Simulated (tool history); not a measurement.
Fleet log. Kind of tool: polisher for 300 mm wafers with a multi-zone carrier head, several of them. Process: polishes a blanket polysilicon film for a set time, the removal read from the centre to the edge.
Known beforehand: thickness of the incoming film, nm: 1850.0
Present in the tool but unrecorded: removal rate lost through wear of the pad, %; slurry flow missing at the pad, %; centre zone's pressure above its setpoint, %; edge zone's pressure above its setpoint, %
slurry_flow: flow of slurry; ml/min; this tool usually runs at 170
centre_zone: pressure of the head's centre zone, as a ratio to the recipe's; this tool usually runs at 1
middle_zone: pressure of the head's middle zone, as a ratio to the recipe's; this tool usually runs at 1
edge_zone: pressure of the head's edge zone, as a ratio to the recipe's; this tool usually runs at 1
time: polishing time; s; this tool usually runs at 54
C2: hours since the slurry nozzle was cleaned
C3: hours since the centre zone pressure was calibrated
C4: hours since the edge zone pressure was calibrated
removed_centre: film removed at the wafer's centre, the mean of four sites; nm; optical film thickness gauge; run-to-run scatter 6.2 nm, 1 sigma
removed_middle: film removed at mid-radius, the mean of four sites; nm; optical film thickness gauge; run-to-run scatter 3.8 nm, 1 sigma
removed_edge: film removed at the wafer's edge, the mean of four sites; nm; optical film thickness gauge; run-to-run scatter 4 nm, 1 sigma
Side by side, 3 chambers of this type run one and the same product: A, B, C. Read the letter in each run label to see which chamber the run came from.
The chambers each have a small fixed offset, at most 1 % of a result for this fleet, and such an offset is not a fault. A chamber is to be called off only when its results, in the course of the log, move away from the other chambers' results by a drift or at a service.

At hour 11.6: chamber A: edge zone pressure recalibrated.
Run 1C, hour 12.7: usual settings; wafers polished on this pad 765; C2 65.1; C3 885.7; C4 582.6. Result: removed_centre 626.06 nm, removed_middle 622.47 nm, removed_edge 607.81 nm.
At hour 16: chamber C: edge zone pressure recalibrated.
Run 2B, hour 20.9: usual settings; wafers polished on this pad 384; C2 214.4; C3 235.6; C4 1403.8. Result: removed_centre 630.12 nm, removed_middle 619.67 nm, removed_edge 614.02 nm.
At hour 28.2: chamber A: slurry nozzle cleaned.
Run 3A, hour 31: usual settings; wafers polished on this pad 671; C2 2.9; C3 766.7; C4 19.5. Result: removed_centre 622.93 nm, removed_middle 619.71 nm, removed_edge 620.93 nm.
At hour 35.9: chamber C: worn pad replaced by a new one.
Run 4C, hour 41.5: usual settings; wafers polished on this pad 54; C2 93.9; C3 914.5; C4 25.5. Result: removed_centre 628.82 nm, removed_middle 614.55 nm, removed_edge 615.5 nm.
At hour 44.9: chamber A: worn pad replaced by a new one.
Run 5A, hour 49: usual settings; wafers polished on this pad 40; C2 20.9; C3 784.7; C4 37.5. Result: removed_centre 617.67 nm, removed_middle 614.55 nm, removed_edge 621.31 nm.
Run 6B, hour 60.6: usual settings; wafers polished on this pad 768; C2 254.1; C3 275.3; C4 1443.5. Result: removed_centre 627.8 nm, removed_middle 618.66 nm, removed_edge 622.97 nm.
Run 7C, hour 69.4: usual settings; wafers polished on this pad 324; C2 121.8; C3 942.4; C4 53.4. Result: removed_centre 626.08 nm, removed_middle 623.04 nm, removed_edge 612.81 nm.
Run 8B, hour 79.1: usual settings; wafers polished on this pad 946; C2 272.6; C3 293.8; C4 1462. Result: removed_centre 630.68 nm, removed_middle 621.39 nm, removed_edge 621.39 nm.
At hour 81.4: chamber B: edge zone pressure recalibrated.
Run 9A, hour 86.3: usual settings but edge_zone 1.08; wafers polished on this pad 400; C2 58.2; C3 822; C4 74.8. Result: removed_centre 622.1 nm, removed_middle 620.23 nm, removed_edge 648.06 nm.
Run 10B, hour 99.3: usual settings but edge_zone 1.08; wafers polished on this pad 1142; C2 292.8; C3 314; C4 17.9. Result: removed_centre 612.78 nm, removed_middle 616.47 nm, removed_edge 635.18 nm.
Run 11C, hour 112.3: usual settings but edge_zone 1.08; wafers polished on this pad 738; C2 164.7; C3 985.3; C4 96.3. Result: removed_centre 632.26 nm, removed_middle 620.07 nm, removed_edge 631.49 nm.
At hour 119.6: chamber B: worn pad replaced by a new one.
Run 12A, hour 123.3: usual settings; wafers polished on this pad 758; C2 95.2; C3 859; C4 111.8. Result: removed_centre 615.52 nm, removed_middle 617.54 nm, removed_edge 622.51 nm.
At hour 129.5: chamber A: worn pad replaced by a new one.
Run 13C, hour 131.1: usual settings; wafers polished on this pad 920; C2 183.5; C3 1004.1; C4 115.1. Result: removed_centre 629.47 nm, removed_middle 613.71 nm, removed_edge 625.47 nm.
Run 14A, hour 137.7: usual settings; wafers polished on this pad 79; C2 109.6; C3 873.4; C4 126.2. Result: removed_centre 620.72 nm, removed_middle 618.13 nm, removed_edge 628.16 nm.
At hour 147: chamber C: worn pad replaced by a new one.
Run 15B, hour 150.4: usual settings; wafers polished on this pad 297; C2 343.9; C3 365.1; C4 69. Result: removed_centre 625.49 nm, removed_middle 612.91 nm, removed_edge 614.28 nm.
Run 16A, hour 163: usual settings; wafers polished on this pad 324; C2 134.9; C3 898.7; C4 151.5. Result: removed_centre 612.78 nm, removed_middle 614.66 nm, removed_edge 622.7 nm.
At hour 164.1: chamber B: centre zone pressure recalibrated.
Run 17B, hour 172.1: usual settings; wafers polished on this pad 507; C2 365.6; C3 8; C4 90.7. Result: removed_centre 610.33 nm, removed_middle 622.36 nm, removed_edge 615.38 nm.
Run 18C, hour 180.5: usual settings but time 65 s; wafers polished on this pad 323; C2 232.9; C3 1053.5; C4 164.5. Result: removed_centre 746.57 nm, removed_middle 744.48 nm, removed_edge 744.23 nm.
Run 19B, hour 194.6: usual settings but time 65 s; wafers polished on this pad 724; C2 388.1; C3 30.5; C4 113.2. Result: removed_centre 731.39 nm, removed_middle 737.65 nm, removed_edge 730.88 nm.
Run 20C, hour 207.1: usual settings but time 65 s; wafers polished on this pad 580; C2 259.5; C3 1080.1; C4 191.1. Result: removed_centre 752.94 nm, removed_middle 747.43 nm, removed_edge 745.2 nm.
At hour 211.9: chamber C: slurry nozzle cleaned.
Run 21A, hour 219.3: usual settings; wafers polished on this pad 868; C2 191.2; C3 955; C4 207.8. Result: removed_centre 617.76 nm, removed_middle 618.25 nm, removed_edge 616.47 nm.
At hour 220.6: chamber A: worn pad replaced by a new one.
Run 22C, hour 229.7: usual settings; wafers polished on this pad 799; C2 17.8; C3 1102.7; C4 213.7. Result: removed_centre 623.26 nm, removed_middle 625.69 nm, removed_edge 613.4 nm.
Run 23A, hour 239.4: usual settings; wafers polished on this pad 181; C2 211.3; C3 975.1; C4 227.9. Result: removed_centre 614.32 nm, removed_middle 611.18 nm, removed_edge 623.64 nm.
Run 24B, hour 249.1: usual settings; wafers polished on this pad 1251; C2 442.6; C3 85; C4 167.7. Result: removed_centre 608.38 nm, removed_middle 606.28 nm, removed_edge 605.71 nm.
At hour 256.8: chamber C: worn pad replaced by a new one.
Run 25B, hour 257.1: usual settings; wafers polished on this pad 1328; C2 450.6; C3 93; C4 175.7. Result: removed_centre 601.07 nm, removed_middle 607.59 nm, removed_edge 601.75 nm.
Run 26A, hour 264.6: usual settings but centre_zone 0.95, time 67 s; wafers polished on this pad 425; C2 236.5; C3 1000.3; C4 253.1. Result: removed_centre 724 nm, removed_middle 769.66 nm, removed_edge 769.34 nm.
At hour 266.5: chamber B: worn pad replaced by a new one.
Run 27C, hour 272.6: usual settings but centre_zone 0.95, time 67 s; wafers polished on this pad 153; C2 60.7; C3 1145.6; C4 256.6. Result: removed_centre 725.83 nm, removed_middle 762.56 nm, removed_edge 756.55 nm.
Run 28B, hour 278.8: usual settings but centre_zone 0.95, time 67 s; wafers polished on this pad 119; C2 472.3; C3 114.7; C4 197.4. Result: removed_centre 704.04 nm, removed_middle 754.8 nm, removed_edge 749.25 nm.
Run 29C, hour 284.9: usual settings; wafers polished on this pad 272; C2 73; C3 1157.9; C4 268.9. Result: removed_centre 618.91 nm, removed_middle 622.23 nm, removed_edge 615.48 nm.
Run 30A, hour 293.9: usual settings; wafers polished on this pad 708; C2 265.8; C3 1029.6; C4 282.4. Result: removed_centre 611.04 nm, removed_middle 608.54 nm, removed_edge 611.23 nm.
Run 31A, hour 304.5: usual settings; wafers polished on this pad 810; C2 276.4; C3 1040.2; C4 293. Result: removed_centre 612.66 nm, removed_middle 612.18 nm, removed_edge 621.08 nm.
At hour 307.5: chamber C: centre zone pressure recalibrated.
Run 32C, hour 318.4: usual settings but centre_zone 0.94, edge_zone 0.94; wafers polished on this pad 595; C2 106.5; C3 10.9; C4 302.4. Result: removed_centre 586.97 nm, removed_middle 616.3 nm, removed_edge 595.38 nm.
At hour 329: chamber A: worn pad replaced by a new one.
Run 33B, hour 329.5: usual settings but centre_zone 0.94, edge_zone 0.94; wafers polished on this pad 609; C2 523; C3 165.4; C4 248.1. Result: removed_centre 556.91 nm, removed_middle 586.93 nm, removed_edge 573.47 nm.
Run 34C, hour 342.5: usual settings but centre_zone 0.94, edge_zone 0.94; wafers polished on this pad 828; C2 130.6; C3 35; C4 326.5. Result: removed_centre 575.49 nm, removed_middle 615.01 nm, removed_edge 588.69 nm.
Run 35B, hour 353.7: usual settings; wafers polished on this pad 843; C2 547.2; C3 189.6; C4 272.3. Result: removed_centre 592.14 nm, removed_middle 587.81 nm, removed_edge 596.08 nm.
Run 36A, hour 362.4: usual settings; wafers polished on this pad 323; C2 334.3; C3 1098.1; C4 350.9. Result: removed_centre 615.76 nm, removed_middle 611.65 nm, removed_edge 625.86 nm.
Run 37C, hour 373.7: usual settings; wafers polished on this pad 1130; C2 161.8; C3 66.2; C4 357.7. Result: removed_centre 611.21 nm, removed_middle 609.97 nm, removed_edge 612.71 nm.
At hour 383.7: chamber B: worn pad replaced by a new one.
At hour 384.9: chamber C: worn pad replaced by a new one.
Run 38A, hour 385.2: usual settings; wafers polished on this pad 543; C2 357.1; C3 1120.9; C4 373.7. Result: removed_centre 616.64 nm, removed_middle 617.5 nm, removed_edge 624.22 nm.
Run 39B, hour 394.8: usual settings but slurry_flow 195 ml/min, edge_zone 1.09; wafers polished on this pad 107; C2 588.3; C3 230.7; C4 313.4. Result: removed_centre 600.25 nm, removed_middle 599.84 nm, removed_edge 628.05 nm.
At hour 396.7: chamber A: edge zone pressure recalibrated.
Run 40A, hour 404: usual settings but slurry_flow 195 ml/min, edge_zone 1.09; wafers polished on this pad 725; C2 375.9; C3 1139.7; C4 7.3. Result: removed_centre 621.65 nm, removed_middle 628.54 nm, removed_edge 659.93 nm.
Run 41B, hour 418: usual settings but slurry_flow 195 ml/min, edge_zone 1.09; wafers polished on this pad 331; C2 611.5; C3 253.9; C4 336.6. Result: removed_centre 593.81 nm, removed_middle 593.78 nm, removed_edge 626.96 nm.
Run 42C, hour 424.7: usual settings; wafers polished on this pad 384; C2 212.8; C3 117.2; C4 408.7. Result: removed_centre 614.97 nm, removed_middle 623.09 nm, removed_edge 614.6 nm.
Run 43A, hour 435.1: usual settings; wafers polished on this pad 1026; C2 407; C3 1170.8; C4 38.4. Result: removed_centre 607.57 nm, removed_middle 616.27 nm, removed_edge 625.58 nm.

Does one chamber stand apart from the rest, does the shared gauge drift, or is all well apart from small per-chamber offsets? Give the chamber and the most likely cause, where there is one.

Little by little, chamber B moves away from the other chambers.
Most likely cause: slurry flow missing at the pad, % = 32.6.

Which of the 4 candidates below, each the usual settings with something changed and its results left as question marks, puts chamber B back in line with what the other chambers give on the usual settings?
In-line tolerance around the mean of the other chambers on the usual settings: removed_centre 22 nm; removed_middle 13 nm; removed_edge 14 nm
Run 44B-1, hour 445.2: usual settings but slurry_flow 175 ml/min, centre_zone 1.01, middle_zone 1.01, edge_zone 0.99, time 57 s. Result: removed_centre ?, removed_middle ?, removed_edge ?.
Run 44B-2, hour 445.2: usual settings but slurry_flow 180 ml/min, centre_zone 1.02, middle_zone 1.02, edge_zone 0.98, time 61 s. Result: removed_centre ?, removed_middle ?, removed_edge ?.
Run 44B-3, hour 445.2: usual settings but slurry_flow 165 ml/min, centre_zone 0.99, middle_zone 0.99, edge_zone 1.01, time 51 s. Result: removed_centre ?, removed_middle ?, removed_edge ?.
Run 44B-4, hour 445.2: usual settings but slurry_flow 160 ml/min, centre_zone 0.97, middle_zone 0.98, edge_zone 1.02, time 48 s. Result: removed_centre ?, removed_middle ?, removed_edge ?.

Mean of the other chambers on the usual settings: removed_centre 618.83 nm; removed_middle 617.77 nm; removed_edge 617.38 nm
  run  removed_centre  removed_middle  removed_edge
44B-1          610.72          612.12        611.74
44B-2          665.68          665.36        654.11
44B-3          525.85          530.13        547.81
44B-4          479.62          490.54        515.57
44B-1 is the one that brings the chamber's results back in line with the other chambers.
